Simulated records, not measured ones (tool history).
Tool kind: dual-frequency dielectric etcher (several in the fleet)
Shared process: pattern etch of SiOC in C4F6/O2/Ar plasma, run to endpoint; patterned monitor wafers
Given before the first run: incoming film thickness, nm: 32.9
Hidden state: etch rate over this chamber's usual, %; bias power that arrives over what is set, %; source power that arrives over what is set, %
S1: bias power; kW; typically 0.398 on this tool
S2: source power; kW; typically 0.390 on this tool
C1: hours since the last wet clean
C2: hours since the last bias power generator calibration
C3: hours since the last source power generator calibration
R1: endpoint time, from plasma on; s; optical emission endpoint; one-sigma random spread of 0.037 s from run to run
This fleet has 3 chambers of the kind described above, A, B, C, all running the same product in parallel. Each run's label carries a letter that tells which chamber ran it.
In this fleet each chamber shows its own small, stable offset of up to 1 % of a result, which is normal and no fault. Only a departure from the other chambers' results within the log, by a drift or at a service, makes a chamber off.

{"run": "1B", "hour": 9.3, "S1": 0.398, "S2": 0.39, "C1": 402.1, "C2": 3962.0, "C3": 269.0, "R1": 12.151}
{"run": "2C", "hour": 16.5, "S1": 0.398, "S2": 0.39, "C1": 95.7, "C2": 3386.4, "C3": 3278.5, "R1": 12.255}
{"run": "3A", "hour": 29.0, "S1": 0.398, "S2": 0.39, "C1": 105.3, "C2": 996.4, "C3": 120.3, "R1": 12.315}
{"run": "4B", "hour": 42.6, "S1": 0.398, "S2": 0.39, "C1": 435.4, "C2": 3995.3, "C3": 302.3, "R1": 11.937}
{"hour": 46.9, "done": "chamber C: bias power generator calibrated"}
{"run": "5C", "hour": 50.3, "S1": 0.398, "S2": 0.39, "C1": 129.5, "C2": 3.5, "C3": 3312.3, "R1": 12.175}
{"run": "6A", "hour": 63.0, "S1": 0.398, "S2": 0.39, "C1": 139.3, "C2": 1030.4, "C3": 154.3, "R1": 12.271}
{"run": "7C", "hour": 69.7, "S1": 0.398, "S2": 0.39, "C1": 148.9, "C2": 22.9, "C3": 3331.7, "R1": 12.16}
{"run": "8B", "hour": 79.4, "S1": 0.398, "S2": 0.39, "C1": 472.2, "C2": 4032.1, "C3": 339.1, "R1": 12.081}
{"run": "9A", "hour": 86.4, "S1": 0.398, "S2": 0.39, "C1": 162.7, "C2": 1053.8, "C3": 177.7, "R1": 12.207}
{"run": "10A", "hour": 95.9, "S1": 0.398, "S2": 0.39, "C1": 172.2, "C2": 1063.3, "C3": 187.2, "R1": 12.238}
{"run": "11B", "hour": 108.4, "S1": 0.398, "S2": 0.39, "C1": 501.2, "C2": 4061.1, "C3": 368.1, "R1": 12.068}
{"run": "12C", "hour": 117.6, "S1": 0.398, "S2": 0.39, "C1": 196.8, "C2": 70.8, "C3": 3379.6, "R1": 12.195}
{"run": "13A", "hour": 126.6, "S1": 0.398, "S2": 0.39, "C1": 202.9, "C2": 1094.0, "C3": 217.9, "R1": 12.175}
{"run": "14B", "hour": 134.8, "S1": 0.398, "S2": 0.39, "C1": 527.6, "C2": 4087.5, "C3": 394.5, "R1": 11.982}
{"run": "15C", "hour": 147.9, "S1": 0.398, "S2": 0.39, "C1": 227.1, "C2": 101.1, "C3": 3409.9, "R1": 12.213}
{"run": "16C", "hour": 160.5, "S1": 0.398, "S2": 0.39, "C1": 239.7, "C2": 113.7, "C3": 3422.5, "R1": 12.196}
{"run": "17B", "hour": 173.5, "S1": 0.36, "S2": 0.39, "C1": 566.3, "C2": 4126.2, "C3": 433.2, "R1": 12.42}
{"hour": 178.1, "done": "chamber B: wet clean of the chamber"}
{"run": "18A", "hour": 184.5, "S1": 0.36, "S2": 0.39, "C1": 260.8, "C2": 1151.9, "C3": 275.8, "R1": 12.722}
{"run": "19C", "hour": 196.0, "S1": 0.36, "S2": 0.39, "C1": 275.2, "C2": 149.2, "C3": 3458.0, "R1": 12.619}
{"hour": 205.6, "done": "chamber C: source power generator calibrated"}
{"run": "20B", "hour": 209.8, "S1": 0.398, "S2": 0.39, "C1": 31.8, "C2": 4162.5, "C3": 469.5, "R1": 11.897}
{"run": "21A", "hour": 223.1, "S1": 0.398, "S2": 0.39, "C1": 299.4, "C2": 1190.5, "C3": 314.4, "R1": 12.236}
{"run": "22C", "hour": 230.8, "S1": 0.398, "S2": 0.39, "C1": 310.0, "C2": 184.0, "C3": 25.2, "R1": 12.165}
{"run": "23B", "hour": 237.0, "S1": 0.398, "S2": 0.39, "C1": 59.0, "C2": 4189.7, "C3": 496.7, "R1": 11.798}
{"run": "24A", "hour": 247.3, "S1": 0.398, "S2": 0.39, "C1": 323.6, "C2": 1214.7, "C3": 338.6, "R1": 12.257}
{"run": "25B", "hour": 260.9, "S1": 0.398, "S2": 0.39, "C1": 82.9, "C2": 4213.6, "C3": 520.6, "R1": 11.868}
{"run": "26A", "hour": 268.4, "S1": 0.398, "S2": 0.39, "C1": 344.7, "C2": 1235.8, "C3": 359.7, "R1": 12.262}
{"run": "27C", "hour": 281.4, "S1": 0.398, "S2": 0.39, "C1": 360.6, "C2": 234.6, "C3": 75.8, "R1": 12.144}
{"run": "28C", "hour": 287.7, "S1": 0.398, "S2": 0.39, "C1": 366.9, "C2": 240.9, "C3": 82.1, "R1": 12.21}
{"run": "29A", "hour": 295.8, "S1": 0.398, "S2": 0.39, "C1": 372.1, "C2": 1263.2, "C3": 387.1, "R1": 12.23}
{"run": "30B", "hour": 306.8, "S1": 0.398, "S2": 0.34, "C1": 128.8, "C2": 4259.5, "C3": 566.5, "R1": 12.509}

Each of the 3 chambers runs these same settings next. Fill in every chamber's results:
{"run": "31A", "hour": 316.8, "S1": 0.398, "S2": 0.34, "R1": "?"}
{"run": "31B", "hour": 316.8, "S1": 0.398, "S2": 0.34, "R1": "?"}
{"run": "31C", "hour": 316.8, "S1": 0.398, "S2": 0.34, "R1": "?"}

run=31A R1=12.918
run=31B R1=12.469
run=31C R1=12.891

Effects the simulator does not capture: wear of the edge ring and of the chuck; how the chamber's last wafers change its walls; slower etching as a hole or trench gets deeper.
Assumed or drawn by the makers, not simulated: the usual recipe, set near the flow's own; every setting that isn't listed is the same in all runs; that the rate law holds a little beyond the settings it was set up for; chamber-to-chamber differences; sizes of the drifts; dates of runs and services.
